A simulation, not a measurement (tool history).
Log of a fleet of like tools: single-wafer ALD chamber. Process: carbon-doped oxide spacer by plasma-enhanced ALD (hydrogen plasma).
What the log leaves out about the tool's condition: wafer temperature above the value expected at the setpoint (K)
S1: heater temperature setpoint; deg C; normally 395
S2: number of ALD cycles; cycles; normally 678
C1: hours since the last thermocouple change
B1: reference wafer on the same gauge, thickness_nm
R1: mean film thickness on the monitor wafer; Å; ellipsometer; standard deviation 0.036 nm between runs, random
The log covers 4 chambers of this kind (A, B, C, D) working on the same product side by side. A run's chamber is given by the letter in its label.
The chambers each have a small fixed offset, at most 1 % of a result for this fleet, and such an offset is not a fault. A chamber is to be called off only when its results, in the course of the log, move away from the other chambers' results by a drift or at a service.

| run | hour | S1 | S2 | C1 | B1 | R1 |
|---|---|---|---|---|---|---|
| 1B | 6.3 | 395 | 678 | 782.4 | 39.483 | 339.42 |
| 2D | 11.5 | 395 | 678 | 1389.7 | 39.481 | 337.42 |
| 3C | 14.9 | 395 | 678 | 807.9 | 39.474 | 339.24 |
| 4A | 20.7 | 395 | 678 | 1240.2 | 39.483 | 340.16 |
| 5D | 24.4 | 395 | 796 | 1402.6 | 39.467 | 395.74 |
| 6A | 31.9 | 395 | 796 | 1251.4 | 39.461 | 399.46 |
| 7B | 39.2 | 395 | 796 | 815.3 | 39.453 | 397.41 |
| 8C | 43.7 | 395 | 796 | 836.7 | 39.455 | 397.73 |
| 9A | 47.1 | 395 | 678 | 1266.6 | 39.451 | 340.09 |
| 10D | 50.8 | 395 | 678 | 1429.0 | 39.436 | 337.37 |
| 11C | 58.4 | 395 | 678 | 851.4 | 39.442 | 338.96 |
| 12B | 62.4 | 395 | 678 | 838.5 | 39.441 | 338.75 |
| 13C | 65.9 | 395 | 678 | 858.9 | 39.433 | 338.72 |
| 14A | 72.6 | 395 | 678 | 1292.1 | 39.424 | 339.67 |
| 15B | 77.8 | 395 | 678 | 853.9 | 39.417 | 339.06 |
| 16D | 82.6 | 395 | 678 | 1460.8 | 39.407 | 336.23 |
| 17B | 88.1 | 395 | 678 | 864.2 | 39.408 | 338.24 |
| 18A | 94.3 | 395 | 678 | 1313.8 | 39.392 | 339.60 |
| 19C | 100.0 | 395 | 678 | 893.0 | 39.393 | 338.40 |
| 20D | 106.7 | 388 | 583 | 1484.9 | 39.381 | 289.71 |
| 21A | 114.5 | 388 | 583 | 1334.0 | 39.378 | 291.68 |
| 22D | 120.9 | 388 | 583 | 1499.1 | 39.356 | 288.97 |
| 23C | 127.0 | 388 | 583 | 920.0 | 39.357 | 291.09 |
| 24B | 131.9 | 395 | 678 | 908.0 | 39.359 | 337.74 |
| 25A | 139.5 | 395 | 678 | 1359.0 | 39.354 | 339.71 |
| 26D | 143.7 | 395 | 678 | 1521.9 | 39.353 | 335.77 |
| 27B | 150.2 | 382 | 771 | 926.3 | 39.342 | 384.53 |
| 28C | 156.9 | 382 | 771 | 949.9 | 39.323 | 384.30 |

Next, every chamber runs the same settings. What will each give?
| 29A | 162.5 | 401 | 678 |  |  | ? |
| 29B | 162.5 | 401 | 678 |  |  | ? |
| 29C | 162.5 | 401 | 678 |  |  | ? |
| 29D | 162.5 | 401 | 678 |  |  | ? |

| run | R1 |
|---|---|
| 29A | 333.72 |
| 29B | 332.36 |
| 29C | 334.69 |
| 29D | 329.70 |
